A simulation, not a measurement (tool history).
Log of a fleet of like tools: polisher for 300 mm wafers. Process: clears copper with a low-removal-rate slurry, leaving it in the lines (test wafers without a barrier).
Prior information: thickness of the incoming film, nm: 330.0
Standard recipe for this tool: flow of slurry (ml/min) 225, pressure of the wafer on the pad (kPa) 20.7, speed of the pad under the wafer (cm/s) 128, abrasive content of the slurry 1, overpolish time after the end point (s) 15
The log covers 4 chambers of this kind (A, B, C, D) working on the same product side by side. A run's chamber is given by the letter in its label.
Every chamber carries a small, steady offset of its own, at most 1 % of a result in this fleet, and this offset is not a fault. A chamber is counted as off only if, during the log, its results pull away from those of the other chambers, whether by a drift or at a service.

run    day  flow of slurry (ml/min)  pressure of the wafer on the pad (kPa)  speed of the pad under the wafer (cm/s)  abrasive content of the slurry  overpolish time after the end point (s)  time until the end point was called (s)  dishing of a wide line in a test structure (angstrom)
 1C  0.108                      225                                    20.7                                      128                               1                                       15                                   79.898                                                 439.26
 2D  0.229                      225                                    20.7                                      128                               1                                       15                                   78.243                                                 426.09
 3B   0.35                      225                                    20.7                                      128                               1                                       15                                    77.73                                                 426.94
 4A  0.554                      225                                    20.7                                      128                               1                                       15                                   77.968                                                 428.73
     0.642  -- chamber C: worn pad replaced by a new one
 5D  0.729                      225                                    20.7                                      128                               1                                       15                                   78.155                                                  433.7
 6B  0.871                      225                                    20.7                                      128                               1                                       15                                   78.159                                                 437.69
 7A  1.083                      225                                    20.7                                      128                               1                                       15                                   78.091                                                 426.03
 8C  1.196                      305                                    20.7                                      128                               1                                       15                                   77.629                                                 445.13
 9B  1.417                      305                                    20.7                                      128                               1                                       15                                   74.837                                                  442.5
10C  1.608                      305                                    20.7                                      128                               1                                       15                                   75.503                                                 444.79
11A  1.817                      305                                    20.7                                      128                               1                                       15                                   74.212                                                 453.77
12D  1.996                      225                                    24.8                                      128                               1                                       15                                    65.12                                                 514.72
13B  2.204                      225                                    24.8                                      128                               1                                       15                                   64.715                                                 518.88
14A  2.367                      225                                    24.8                                      128                               1                                       15                                   66.537                                                 513.93
15C  2.558                      225                                    24.8                                      128                               1                                       15                                   65.109                                                 519.68
16D  2.671                      225                                    20.7                                      128                               1                                       15                                   77.143                                                 449.81
     2.758  -- chamber B: slurry blender recalibrated
17B  2.804                      225                                    20.7                                      128                               1                                       15                                    78.53                                                 441.24
18D  2.954                      225                                    20.7                                      128                               1                                       15                                   78.749                                                 426.93
19A  3.079                      225                                    20.7                                      128                               1                                       15                                   79.123                                                 422.01
20C  3.192                      225                                    20.7                                      128                               1                                       15                                   78.569                                                 435.79
21C  3.329                      225                                    20.7                                      128                               1                                       15                                   79.456                                                 447.24
22B  3.542                      225                                    20.7                                      128                               1                                       15                                   78.085                                                 444.39
23D  3.683                      225                                    20.7                                      128                               1                                       15                                   79.527                                                 422.65
24A  3.883                      225                                    20.7                                      128                               1                                       15                                   76.971                                                 436.35
     3.938  -- chamber B: worn pad replaced by a new one
25C  3.996                      225                                    20.7                                      128                               1                                       15                                   79.023                                                 433.75
26D  4.158                      225                                    20.7                                      128                               1                                       15                                   78.773                                                  444.4
27B  4.329                      225                                    20.7                                      128                               1                                       15                                   77.212                                                 446.61
28A  4.454                      225                                    20.7                                      128                               1                                       15                                   78.562                                                  429.6
29C  4.562                      225                                    20.7                                      128                               1                                       15                                   76.861                                                 424.31
30A    4.7                      225                                    20.7                                      128                               1                                       15                                   78.127                                                 432.66

All chambers now run identical settings, listed one chamber a line with results as question marks. What results will each chamber show?
31A  4.871                      225                                    20.7                                      128                               1                                       15                                        ?                                                      ?
31B  4.871                      225                                    20.7                                      128                               1                                       15                                        ?                                                      ?
31C  4.871                      225                                    20.7                                      128                               1                                       15                                        ?                                                      ?
31D  4.871                      225                                    20.7                                      128                               1                                       15                                        ?                                                      ?

run  time until the end point was called (s)  dishing of a wide line in a test structure (angstrom)
31A                                   79.774                                                 426.63
31B                                   79.389                                                 452.59
31C                                   78.268                                                 443.86
31D                                   79.324                                                  432.5

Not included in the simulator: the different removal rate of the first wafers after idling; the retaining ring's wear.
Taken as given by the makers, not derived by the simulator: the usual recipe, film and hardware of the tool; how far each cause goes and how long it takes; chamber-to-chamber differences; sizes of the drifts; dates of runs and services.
